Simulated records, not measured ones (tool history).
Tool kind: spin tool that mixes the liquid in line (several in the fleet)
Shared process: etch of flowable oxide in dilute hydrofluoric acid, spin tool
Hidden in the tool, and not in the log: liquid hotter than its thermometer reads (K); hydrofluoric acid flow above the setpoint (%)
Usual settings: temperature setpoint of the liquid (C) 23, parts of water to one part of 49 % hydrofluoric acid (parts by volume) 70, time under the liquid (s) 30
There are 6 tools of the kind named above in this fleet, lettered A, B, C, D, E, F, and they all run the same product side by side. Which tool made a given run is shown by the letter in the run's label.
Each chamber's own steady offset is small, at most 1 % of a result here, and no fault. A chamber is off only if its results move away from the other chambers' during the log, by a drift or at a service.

run,hour,temperature setpoint of the liquid (C),parts of water to one part of 49 % hydrofluoric acid (parts by volume),time under the liquid (s),hours since the thermometer was replaced,hours since the hydrofluoric acid flow meter was replaced,"read-back film thickness of the flowable oxide reference wafer, read on the same gauge (nm)",thickness taken off the flowable oxide on a monitor wafer (angstrom)
1E,10.5,23,70,30,1504.9,305.3,130.00,140.37
# hour 22.3: chamber A: hydrofluoric acid flow meter replaced
2D,23.9,23,70,30,1937.4,458.6,130.00,140.48
3F,35.1,23,70,30,1659.2,265.9,130.00,140.82
4B,43.0,23,70,30,347.0,700.9,130.02,140.99
5C,53.9,23,60,25,472.0,685.8,130.02,136.39
6A,66.7,23,60,25,726.7,44.5,129.98,136.98
7F,77.6,23,60,25,1701.7,308.4,130.00,137.97
8D,83.8,23,60,25,1997.3,518.5,129.99,138.49
9A,96.4,23,60,25,756.4,74.2,130.01,138.29
10C,104.0,23,60,25,522.1,735.9,129.99,138.63
11B,113.6,23,70,30,417.6,771.5,130.00,141.40
# hour 114.1: chamber D: thermometer replaced
# hour 117.9: chamber E: thermometer replaced
12E,126.4,23,70,50,8.5,421.2,129.99,233.58
13E,135.9,23,70,50,18.0,430.7,130.02,235.53
# hour 143.9: chamber F: thermometer replaced
14B,144.5,23,70,50,448.5,802.4,129.97,235.81
15F,150.5,23,70,50,6.6,381.3,130.02,232.50
16D,158.7,23,70,50,44.7,593.4,130.01,233.90
17A,166.5,23,70,50,826.5,144.3,130.01,233.59
18C,174.5,23,70,30,592.6,806.4,130.00,141.94
19B,182.9,23,70,30,486.9,840.8,129.99,142.21
20D,190.6,23,85,30,76.6,625.3,129.99,113.90
21C,197.1,23,85,30,615.2,829.0,129.99,115.64
22A,204.1,23,85,30,864.1,181.9,130.00,113.30
23F,215.7,23,85,30,71.8,446.5,129.97,113.93
# hour 218.6: chamber C: thermometer replaced
# hour 226.7: chamber F: hydrofluoric acid flow meter replaced
24E,228.8,23,85,30,110.9,523.6,130.02,114.02
25D,235.8,23,85,30,121.8,670.5,130.01,113.67
26E,246.5,23,70,30,128.6,541.3,129.99,140.40
27F,252.9,23,70,30,109.0,26.3,130.02,140.25
28B,260.7,23,70,30,564.7,918.6,130.00,140.40
29C,274.1,23,70,30,55.6,906.0,129.99,144.67
30A,283.8,23,70,30,943.8,261.6,129.98,140.69
31F,296.1,23,70,30,152.2,69.5,130.02,140.79
32E,303.4,23,40,30,185.5,598.2,130.01,256.88
33B,315.3,23,40,30,619.3,973.2,130.02,259.28
34A,322.4,23,40,30,982.4,300.2,130.00,253.20
35D,329.7,23,40,30,215.7,764.4,130.02,253.22
36C,339.7,23,40,30,121.2,971.6,130.00,263.07
37D,352.8,23,40,30,238.8,787.5,129.99,254.42
38C,358.7,23,70,30,140.2,990.6,130.00,147.38
39F,370.8,23,70,30,226.9,144.2,130.01,140.00

Next, every chamber runs the same settings. What will each give?
40A,380.4,23,55,30,,,,?
40B,380.4,23,55,30,,,,?
40C,380.4,23,55,30,,,,?
40D,380.4,23,55,30,,,,?
40E,380.4,23,55,30,,,,?
40F,380.4,23,55,30,,,,?

run,thickness taken off the flowable oxide on a monitor wafer (angstrom)
40A,181.29
40B,183.53
40C,190.61
40D,183.01
40E,182.47
40F,183.46
